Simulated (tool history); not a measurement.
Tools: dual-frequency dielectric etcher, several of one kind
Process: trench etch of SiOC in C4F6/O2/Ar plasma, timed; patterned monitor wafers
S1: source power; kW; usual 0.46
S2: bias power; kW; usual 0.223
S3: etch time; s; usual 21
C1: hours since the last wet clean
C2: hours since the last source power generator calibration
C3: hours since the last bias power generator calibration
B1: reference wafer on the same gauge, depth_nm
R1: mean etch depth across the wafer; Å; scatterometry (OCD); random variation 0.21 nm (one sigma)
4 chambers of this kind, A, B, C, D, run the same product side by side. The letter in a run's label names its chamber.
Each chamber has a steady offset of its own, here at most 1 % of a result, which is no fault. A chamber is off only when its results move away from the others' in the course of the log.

| run | hour | S1 | S2 | S3 | C1 | C2 | C3 | B1 | R1 |
|---|---|---|---|---|---|---|---|---|---|
| 1C | 10.6 | 0.46 | 0.223 | 21 | 439 | 1045.3 | 3444.7 | 54.936 | 500.78 |
|  | 11.4 | chamber D: wet clean of the chamber |
| 2B | 17.1 | 0.46 | 0.223 | 21 | 58.4 | 3223.5 | 1704.2 | 54.93 | 489.89 |
| 3D | 25.6 | 0.46 | 0.223 | 21 | 14.2 | 464.6 | 218.8 | 54.89 | 489.41 |
| 4A | 35.7 | 0.46 | 0.223 | 21 | 427.8 | 3800.1 | 297.2 | 54.877 | 489.01 |
| 5C | 40.9 | 0.53 | 0.243 | 21 | 469.3 | 1075.6 | 3475 | 54.891 | 538.92 |
| 6A | 49.1 | 0.53 | 0.243 | 21 | 441.2 | 3813.5 | 310.6 | 54.958 | 529.22 |
| 7D | 57.5 | 0.53 | 0.243 | 21 | 46.1 | 496.5 | 250.7 | 54.905 | 532.8 |
| 8B | 65 | 0.53 | 0.243 | 21 | 106.3 | 3271.4 | 1752.1 | 54.877 | 536.71 |
| 9B | 74.7 | 0.46 | 0.223 | 21 | 116 | 3281.1 | 1761.8 | 54.922 | 494.06 |
| 10C | 80.1 | 0.46 | 0.223 | 21 | 508.5 | 1114.8 | 3514.2 | 54.942 | 500.69 |
|  | 89.8 | chamber C: bias power generator calibrated |
| 11D | 91.3 | 0.46 | 0.223 | 21 | 79.9 | 530.3 | 284.5 | 54.968 | 490.05 |
| 12A | 99.3 | 0.46 | 0.223 | 21 | 491.4 | 3863.7 | 360.8 | 54.873 | 489.52 |
| 13A | 106.6 | 0.46 | 0.223 | 21 | 498.7 | 3871 | 368.1 | 54.842 | 490.42 |
|  | 109 | chamber A: wet clean of the chamber |
| 14B | 112.2 | 0.53 | 0.223 | 21 | 153.5 | 3318.6 | 1799.3 | 54.819 | 520.84 |
| 15D | 121.8 | 0.53 | 0.223 | 21 | 110.4 | 560.8 | 315 | 54.914 | 513.63 |
| 16C | 127.2 | 0.53 | 0.223 | 21 | 555.6 | 1161.9 | 37.5 | 54.909 | 526.46 |
| 17D | 136.3 | 0.53 | 0.223 | 21 | 124.9 | 575.3 | 329.5 | 54.868 | 514.4 |
| 18C | 147 | 0.46 | 0.223 | 21 | 575.4 | 1181.7 | 57.3 | 54.877 | 498.21 |
| 19B | 155.5 | 0.46 | 0.223 | 21 | 196.8 | 3361.9 | 1842.6 | 54.896 | 496.78 |
| 20A | 165.3 | 0.46 | 0.276 | 26 | 56.4 | 3929.7 | 426.8 | 54.88 | 653.26 |
| 21C | 175.7 | 0.46 | 0.276 | 26 | 604.1 | 1210.4 | 86 | 54.852 | 659.79 |
| 22A | 182 | 0.46 | 0.276 | 26 | 73.1 | 3946.4 | 443.5 | 54.907 | 649.26 |
|  | 187.1 | chamber C: wet clean of the chamber |
| 23D | 191.8 | 0.46 | 0.276 | 26 | 180.4 | 630.8 | 385 | 54.867 | 650.56 |
| 24B | 202.6 | 0.46 | 0.223 | 21 | 243.9 | 3409 | 1889.7 | 54.888 | 492.87 |
| 25D | 210.1 | 0.46 | 0.223 | 21 | 198.7 | 649.1 | 403.3 | 54.925 | 487.89 |
| 26C | 216 | 0.46 | 0.223 | 21 | 28.9 | 1250.7 | 126.3 | 54.93 | 519.98 |
| 27B | 223.1 | 0.46 | 0.223 | 21 | 264.4 | 3429.5 | 1910.2 | 54.919 | 492.87 |
| 28A | 233.7 | 0.46 | 0.223 | 21 | 124.8 | 3998.1 | 495.2 | 54.877 | 489.14 |
| 29A | 239.7 | 0.5 | 0.253 | 21 | 130.8 | 4004.1 | 501.2 | 54.967 | 528.9 |
| 30C | 247.4 | 0.5 | 0.253 | 21 | 60.3 | 1282.1 | 157.7 | 54.85 | 555.69 |
| 31D | 253.2 | 0.5 | 0.253 | 21 | 241.8 | 692.2 | 446.4 | 54.926 | 524.57 |
| 32B | 260.7 | 0.5 | 0.253 | 21 | 302 | 3467.1 | 1947.8 | 54.848 | 532.66 |
| 33C | 271.7 | 0.46 | 0.205 | 26 | 84.6 | 1306.4 | 182 | 54.911 | 614.62 |
| 34D | 280.5 | 0.46 | 0.205 | 26 | 269.1 | 719.5 | 473.7 | 54.899 | 582.79 |
| 35B | 289.6 | 0.46 | 0.205 | 26 | 330.9 | 3496 | 1976.7 | 54.891 | 591.21 |
| 36A | 298.6 | 0.46 | 0.205 | 26 | 189.7 | 4063 | 560.1 | 54.934 | 589.29 |
| 37B | 306.9 | 0.46 | 0.223 | 21 | 348.2 | 3513.3 | 1994 | 54.902 | 495.72 |

Next, every chamber runs the same settings. What will each give?
| 38A | 315.1 | 0.46 | 0.223 | 21 |  |  |  |  | ? |
| 38B | 315.1 | 0.46 | 0.223 | 21 |  |  |  |  | ? |
| 38C | 315.1 | 0.46 | 0.223 | 21 |  |  |  |  | ? |
| 38D | 315.1 | 0.46 | 0.223 | 21 |  |  |  |  | ? |

| run | R1 |
|---|---|
| 38A | 485.09 |
| 38B | 494.87 |
| 38C | 513.92 |
| 38D | 488.74 |
